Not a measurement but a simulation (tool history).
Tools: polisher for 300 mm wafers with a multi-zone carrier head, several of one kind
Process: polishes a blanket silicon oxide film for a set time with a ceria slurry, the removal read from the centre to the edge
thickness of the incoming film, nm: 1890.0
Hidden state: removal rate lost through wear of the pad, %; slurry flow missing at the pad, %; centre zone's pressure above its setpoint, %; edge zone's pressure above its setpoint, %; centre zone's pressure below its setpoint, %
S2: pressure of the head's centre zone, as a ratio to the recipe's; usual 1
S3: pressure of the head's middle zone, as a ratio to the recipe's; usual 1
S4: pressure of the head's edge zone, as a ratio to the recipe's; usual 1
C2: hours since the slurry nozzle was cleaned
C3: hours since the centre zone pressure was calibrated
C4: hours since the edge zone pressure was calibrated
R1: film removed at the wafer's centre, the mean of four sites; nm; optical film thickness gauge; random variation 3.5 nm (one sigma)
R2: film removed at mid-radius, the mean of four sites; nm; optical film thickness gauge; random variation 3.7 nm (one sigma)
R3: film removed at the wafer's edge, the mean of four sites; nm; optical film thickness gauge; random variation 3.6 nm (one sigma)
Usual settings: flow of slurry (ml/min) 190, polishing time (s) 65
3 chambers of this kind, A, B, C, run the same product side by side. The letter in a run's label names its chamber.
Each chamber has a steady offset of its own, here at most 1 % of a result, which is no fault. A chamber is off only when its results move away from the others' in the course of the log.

run 1B hour=7.6 | flow_of_slurry_(ml/min)=190 S2=1 S3=1 S4=1 polishing_time_(s)=65 | wafers_polished_on_this_pad=340 C2=342.2 C3=357 C4=584.4 | R1=282.94 R2=279.7 R3=282.02
-- hour=12.5 chamber A: slurry nozzle cleaned
run 2A hour=15.2 | flow_of_slurry_(ml/min)=190 S2=1 S3=1 S4=1 polishing_time_(s)=65 | wafers_polished_on_this_pad=532 C2=2.7 C3=310.7 C4=340.6 | R1=279.07 R2=276.62 R3=280.07
run 3C hour=21.6 | flow_of_slurry_(ml/min)=190 S2=1 S3=1 S4=1 polishing_time_(s)=65 | wafers_polished_on_this_pad=484 C2=578.4 C3=1087.8 C4=659.4 | R1=281.69 R2=282.11 R3=282.35
run 4C hour=26.2 | flow_of_slurry_(ml/min)=190 S2=1 S3=1 S4=1 polishing_time_(s)=65 | wafers_polished_on_this_pad=519 C2=583 C3=1092.4 C4=664 | R1=288.93 R2=277.56 R3=282.06
run 5A hour=32 | flow_of_slurry_(ml/min)=190 S2=1 S3=1 S4=1 polishing_time_(s)=65 | wafers_polished_on_this_pad=661 C2=19.5 C3=327.5 C4=357.4 | R1=286.3 R2=284.86 R3=280.51
run 6B hour=38.1 | flow_of_slurry_(ml/min)=190 S2=1 S3=1 S4=1 polishing_time_(s)=65 | wafers_polished_on_this_pad=576 C2=372.7 C3=387.5 C4=614.9 | R1=287.19 R2=285.27 R3=278.57
run 7A hour=45.9 | flow_of_slurry_(ml/min)=190 S2=1 S3=1 S4=1 polishing_time_(s)=65 | wafers_polished_on_this_pad=769 C2=33.4 C3=341.4 C4=371.3 | R1=282.13 R2=282.61 R3=285.12
run 8B hour=53.6 | flow_of_slurry_(ml/min)=190 S2=1 S3=1 S4=1 polishing_time_(s)=65 | wafers_polished_on_this_pad=695 C2=388.2 C3=403 C4=630.4 | R1=283.1 R2=278.06 R3=292.34
-- hour=57.5 chamber A: worn pad replaced by a new one
run 9C hour=63.2 | flow_of_slurry_(ml/min)=190 S2=1 S3=1 S4=1 polishing_time_(s)=65 | wafers_polished_on_this_pad=805 C2=620 C3=1129.4 C4=701 | R1=275.95 R2=275.82 R3=276.44
run 10C hour=67.9 | flow_of_slurry_(ml/min)=190 S2=1 S3=1 S4=1 polishing_time_(s)=65 | wafers_polished_on_this_pad=841 C2=624.7 C3=1134.1 C4=705.7 | R1=282.18 R2=283.83 R3=281.37
run 11A hour=73.4 | flow_of_slurry_(ml/min)=240 S2=1.06 S3=1 S4=1 polishing_time_(s)=65 | wafers_polished_on_this_pad=122 C2=60.9 C3=368.9 C4=398.8 | R1=309.02 R2=291.25 R3=291.54
-- hour=77.6 chamber B: centre zone pressure recalibrated
run 12B hour=83.7 | flow_of_slurry_(ml/min)=240 S2=1.06 S3=1 S4=1 polishing_time_(s)=65 | wafers_polished_on_this_pad=928 C2=418.3 C3=6.2 C4=660.5 | R1=277.9 R2=288.69 R3=292.06
run 13A hour=88.7 | flow_of_slurry_(ml/min)=240 S2=1.06 S3=1 S4=1 polishing_time_(s)=65 | wafers_polished_on_this_pad=240 C2=76.2 C3=384.2 C4=414.1 | R1=309.49 R2=290.39 R3=290.4
-- hour=89.9 chamber B: worn pad replaced by a new one
run 14B hour=94.6 | flow_of_slurry_(ml/min)=190 S2=1 S3=1 S4=1 polishing_time_(s)=65 | wafers_polished_on_this_pad=37 C2=429.2 C3=17.1 C4=671.4 | R1=248.36 R2=278.43 R3=288.12
run 15C hour=99.2 | flow_of_slurry_(ml/min)=190 S2=1 S3=1 S4=1 polishing_time_(s)=65 | wafers_polished_on_this_pad=1083 C2=656 C3=1165.4 C4=737 | R1=278.63 R2=277.13 R3=283.87
run 16A hour=104.1 | flow_of_slurry_(ml/min)=190 S2=1 S3=1 S4=1 polishing_time_(s)=65 | wafers_polished_on_this_pad=359 C2=91.6 C3=399.6 C4=429.5 | R1=279.82 R2=282.3 R3=284.4
run 17C hour=110.2 | flow_of_slurry_(ml/min)=190 S2=1 S3=0.91 S4=1 polishing_time_(s)=56 | wafers_polished_on_this_pad=1168 C2=667 C3=1176.4 C4=748 | R1=247.02 R2=227.18 R3=244.57
run 18B hour=116.2 | flow_of_slurry_(ml/min)=190 S2=1 S3=0.91 S4=1 polishing_time_(s)=56 | wafers_polished_on_this_pad=203 C2=450.8 C3=38.7 C4=693 | R1=216.44 R2=225.04 R3=244.89
run 19C hour=122.5 | flow_of_slurry_(ml/min)=190 S2=1 S3=0.91 S4=1 polishing_time_(s)=56 | wafers_polished_on_this_pad=1263 C2=679.3 C3=1188.7 C4=760.3 | R1=242.51 R2=225.02 R3=241.34
run 20B hour=127.2 | flow_of_slurry_(ml/min)=190 S2=1 S3=1 S4=1 polishing_time_(s)=65 | wafers_polished_on_this_pad=288 C2=461.8 C3=49.7 C4=704 | R1=246.06 R2=278.87 R3=280.73
run 21A hour=132.9 | flow_of_slurry_(ml/min)=190 S2=1 S3=1 S4=1 polishing_time_(s)=65 | wafers_polished_on_this_pad=582 C2=120.4 C3=428.4 C4=458.3 | R1=275.87 R2=276.49 R3=282.82
run 22B hour=138.6 | flow_of_slurry_(ml/min)=190 S2=1 S3=1 S4=1 polishing_time_(s)=65 | wafers_polished_on_this_pad=376 C2=473.2 C3=61.1 C4=715.4 | R1=251.51 R2=280.65 R3=280.06
run 23C hour=148.7 | flow_of_slurry_(ml/min)=190 S2=1 S3=1 S4=1 polishing_time_(s)=65 | wafers_polished_on_this_pad=1465 C2=705.5 C3=1214.9 C4=786.5 | R1=280.73 R2=288.66 R3=283.67
run 24A hour=153.7 | flow_of_slurry_(ml/min)=190 S2=1 S3=1 S4=1 polishing_time_(s)=65 | wafers_polished_on_this_pad=742 C2=141.2 C3=449.2 C4=479.1 | R1=282.62 R2=284.43 R3=277.56
run 25A hour=160.6 | flow_of_slurry_(ml/min)=190 S2=1 S3=0.95 S4=1.12 polishing_time_(s)=65 | wafers_polished_on_this_pad=796 C2=148.1 C3=456.1 C4=486 | R1=285.67 R2=266.47 R3=293.51
run 26B hour=166.4 | flow_of_slurry_(ml/min)=190 S2=1 S3=0.95 S4=1.12 polishing_time_(s)=65 | wafers_polished_on_this_pad=591 C2=501 C3=88.9 C4=743.2 | R1=249.24 R2=273.23 R3=300.32
-- hour=173 chamber C: worn pad replaced by a new one
run 27C hour=174.3 | flow_of_slurry_(ml/min)=190 S2=1 S3=0.95 S4=1.12 polishing_time_(s)=65 | wafers_polished_on_this_pad=10 C2=731.1 C3=1240.5 C4=812.1 | R1=271.98 R2=267.63 R3=298.81

Next, every chamber runs the same settings. What will each give?
run 28A hour=181.6 | flow_of_slurry_(ml/min)=190 S2=0.92 S3=1 S4=1 polishing_time_(s)=65 | R1=? R2=? R3=?
run 28B hour=181.6 | flow_of_slurry_(ml/min)=190 S2=0.92 S3=1 S4=1 polishing_time_(s)=65 | R1=? R2=? R3=?
run 28C hour=181.6 | flow_of_slurry_(ml/min)=190 S2=0.92 S3=1 S4=1 polishing_time_(s)=65 | R1=? R2=? R3=?

run=28A R1=266.36 R2=280.64 R3=277.69
run=28B R1=223.74 R2=277.16 R3=280.96
run=28C R1=254.43 R2=289.23 R3=284.34
